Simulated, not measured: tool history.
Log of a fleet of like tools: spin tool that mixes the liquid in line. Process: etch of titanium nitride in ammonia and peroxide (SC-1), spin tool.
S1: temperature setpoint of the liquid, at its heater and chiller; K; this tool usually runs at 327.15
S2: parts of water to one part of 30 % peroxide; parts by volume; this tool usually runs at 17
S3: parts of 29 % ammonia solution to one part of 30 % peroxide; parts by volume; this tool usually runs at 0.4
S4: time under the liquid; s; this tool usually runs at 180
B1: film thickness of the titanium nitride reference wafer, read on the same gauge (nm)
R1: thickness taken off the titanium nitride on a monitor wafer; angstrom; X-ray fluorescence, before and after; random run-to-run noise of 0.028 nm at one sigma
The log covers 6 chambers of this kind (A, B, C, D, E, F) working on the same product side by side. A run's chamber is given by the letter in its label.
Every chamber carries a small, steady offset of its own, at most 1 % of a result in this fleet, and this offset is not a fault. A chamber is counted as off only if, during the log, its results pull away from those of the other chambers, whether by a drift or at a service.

run	hour	S1	S2	S3	S4	B1	R1
1C	3.9	327.15	17	0.4	180	40.003	64.683
2E	8.2	327.15	17	0.4	180	40.011	65.324
3B	11	327.15	17	0.4	180	39.995	66.009
4D	14.3	327.15	17	0.4	180	39.997	65.345
5A	18.2	327.15	17	0.4	180	39.996	65.545
6F	21.6	327.15	23.5	0.25	180	40.011	49.201
7F	24.1	327.15	23.5	0.25	180	40.002	49.177
8B	28.3	327.15	23.5	0.25	180	40.006	49.35
9C	31.1	327.15	23.5	0.25	180	40.01	49.168
10D	33.7	327.15	23.5	0.25	180	40.002	50.243
11E	37	327.15	23.5	0.25	180	40.003	49.838
12A	40.4	327.15	17	0.4	180	40.006	65.645
# hour 41.3: chamber D: new drum of ammonia solution connected
13F	43.8	327.15	17	0.4	180	40.019	64.603
14C	47.9	327.15	17	0.4	180	40.006	64.77
15E	51.9	327.15	17	0.4	180	39.987	64.77
16B	55.9	327.15	17	0.4	180	40.006	65.092
17A	58.6	327.15	11	0.4	180	39.982	83.349
18D	62.6	327.15	11	0.4	180	39.996	83.222
19D	65.9	327.15	11	0.4	180	40.006	83.313
20E	68.9	327.15	11	0.4	180	40.001	81.802
21B	72.2	327.15	11	0.4	180	40.014	82.308
22F	76.5	327.15	11	0.4	180	40.011	82.555
23A	79.9	327.15	17	0.4	180	39.976	65.436
24C	84.1	327.15	17	0.4	180	40.016	64.452
# hour 84.9: chamber C: thermometer replaced
25F	86.4	327.15	17	0.4	180	40.022	64.832
26C	90.1	327.15	17	0.4	180	40.025	64.967
27B	93.5	327.15	17	0.4	180	40.005	64.542
28E	96.5	327.15	17	0.4	180	40.017	65.444
29A	100.6	327.15	17	0.4	180	40.01	65.773
30D	103.9	327.15	17	0.4	180	40.012	65.985
# hour 107.6: chamber C: ammonia flow meter replaced
31C	107.6	327.15	17	0.4	180	40.01	64.652
32B	111.5	327.15	17	0.4	90	40.023	32.105
33E	115.5	327.15	17	0.4	90	40.014	32.412
34D	117.6	327.15	17	0.4	90	40.008	32.885
35F	121.4	327.15	17	0.4	90	40.018	32.429
36A	126	327.15	17	0.4	90	40.014	32.946
37A	128.8	327.15	17	0.4	90	40.022	32.862
38F	133	327.15	17	0.4	180	39.986	64.735
39B	137.6	323.15	17	0.4	180	39.986	48.281
40E	141.7	323.15	17	0.4	180	39.993	49.425
41C	146	323.15	17	0.4	180	40.008	48.88

Next, every chamber runs the same settings. What will each give?
42A	149.2	327.15	17	0.4	145		?
42B	149.2	327.15	17	0.4	145		?
42C	149.2	327.15	17	0.4	145		?
42D	149.2	327.15	17	0.4	145		?
42E	149.2	327.15	17	0.4	145		?
42F	149.2	327.15	17	0.4	145		?

run	R1
42A	52.801
42B	50.942
42C	51.903
42D	52.958
42E	52.462
42F	52.353

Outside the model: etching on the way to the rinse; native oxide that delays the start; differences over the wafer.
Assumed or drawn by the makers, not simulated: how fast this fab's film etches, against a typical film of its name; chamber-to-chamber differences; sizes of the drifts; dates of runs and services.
